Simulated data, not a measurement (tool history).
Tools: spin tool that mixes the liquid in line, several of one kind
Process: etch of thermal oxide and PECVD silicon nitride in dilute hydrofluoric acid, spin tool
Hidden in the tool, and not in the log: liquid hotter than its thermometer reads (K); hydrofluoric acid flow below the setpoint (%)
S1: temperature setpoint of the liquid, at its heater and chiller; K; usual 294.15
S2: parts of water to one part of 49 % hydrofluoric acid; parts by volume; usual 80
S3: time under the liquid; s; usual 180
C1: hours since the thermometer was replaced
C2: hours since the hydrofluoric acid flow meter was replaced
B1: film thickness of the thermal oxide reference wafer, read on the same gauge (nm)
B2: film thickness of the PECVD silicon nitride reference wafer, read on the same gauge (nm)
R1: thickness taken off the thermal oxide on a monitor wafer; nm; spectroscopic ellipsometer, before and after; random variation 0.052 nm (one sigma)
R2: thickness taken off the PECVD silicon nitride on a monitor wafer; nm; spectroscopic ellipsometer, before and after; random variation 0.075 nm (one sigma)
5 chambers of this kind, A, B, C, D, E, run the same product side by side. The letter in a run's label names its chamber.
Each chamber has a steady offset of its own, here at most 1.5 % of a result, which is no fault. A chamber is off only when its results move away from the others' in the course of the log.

run   hour      S1  S2   S3      C1      C2      B1      B2      R1      R2
 1C    7.6  294.15  80  180    1426  1233.5  29.931  60.023  9.6882  10.242
 2D   13.8  294.15  80  180   112.1   261.1  30.013  59.995  9.5606  10.337
 3E   19.7  294.15  80  180  1947.8   339.5  30.021  59.997  9.6894  10.287
 4A   25.9  294.15  80  180   332.6    56.4  30.017  59.989  9.5247  10.198
 5B   32.3  294.15  80  180  1284.4    78.1  30.029  60.039  9.7145  10.318
 6C   39.1  294.15  80  180  1457.5    1265  30.012  60.006  9.6286  10.352
 7B     48  290.15  80   85  1300.1    93.8  29.964  59.987  3.8122   3.607
 8A   57.4  290.15  80   85   364.1    87.9  29.979  59.978  3.8183  3.6469
 9D   69.3  290.15  80   85   167.6   316.6  30.042  59.989  3.8571  3.6833
10E   74.5  290.15  80   85  2002.6   394.3  29.979  59.984  3.8509  3.7127
11E   79.9  290.15  80   85    2008   399.7  29.965  59.997  3.8742  3.7768
12A   90.4  294.15  80  180   397.1   120.9  30.007  59.996  9.5024  10.395
13B  102.1  294.15  80  180  1354.2   147.9  30.058  60.024  9.5433  10.305
14D  108.2  294.15  80  180   206.5   355.5  29.943  60.012  9.5803  10.239
15C  119.3  294.15  80  180  1537.7  1345.2  29.997  59.997  9.6478  10.268
     120.5  -- chamber E: hydrofluoric acid flow meter replaced
     126.3  -- chamber B: thermometer replaced
16C  127.2  294.15  80  180  1545.6  1353.1  29.985  60.014  9.5297  10.307
17B  139.3  294.15  80  180    13.1   185.1  29.987  60.004  9.5526  10.361
18D  145.7  294.15  80  180     244     393  30.029  60.006  9.5558  10.302
19A  152.4  294.15  80  180   459.1   182.9  29.994  60.035  9.5666  10.329
20E  162.3  294.15  80  180  2090.4    41.8  30.001  59.993   9.715  10.292
21B  168.8  294.15  80  180    42.6   214.6  30.025  59.984  9.5909  10.257
22A  180.6  298.65  80  255   487.3   211.1  29.979  60.004  16.144  19.621
23C  186.3  298.65  80  255  1604.7  1412.2  30.006  59.993  16.307  19.709
24D  197.4  298.65  80  255   295.7   444.7  29.991  59.987  16.421  19.935
25E  204.7  298.65  80  255  2132.8    84.2  29.945  59.996  16.341  19.832
26D  212.2  298.65  80  255   310.5   459.5  30.019  60.023  16.328  19.851
27B    219  294.15  80  180    92.8   264.8  30.008  59.987  9.5007  10.268
28E  229.7  294.15  80  180  2157.8   109.2  30.001  60.016   9.619  10.459
29C  235.5  294.15  80  180  1653.9  1461.4   30.03  59.991  9.6771  10.237
30A  245.3  294.15  80  180     552   275.8  30.047  59.982  9.5964  10.239
31A  256.7  294.15  80  240   563.4   287.2  30.056  60.033  12.695  13.708

What goes on in this fleet: one chamber off, a drifting gauge, or nothing beyond the chambers' own small offsets? Name the chamber and the cause, if any.

No chamber stands off beyond its own small offset, and the gauge holds steady.

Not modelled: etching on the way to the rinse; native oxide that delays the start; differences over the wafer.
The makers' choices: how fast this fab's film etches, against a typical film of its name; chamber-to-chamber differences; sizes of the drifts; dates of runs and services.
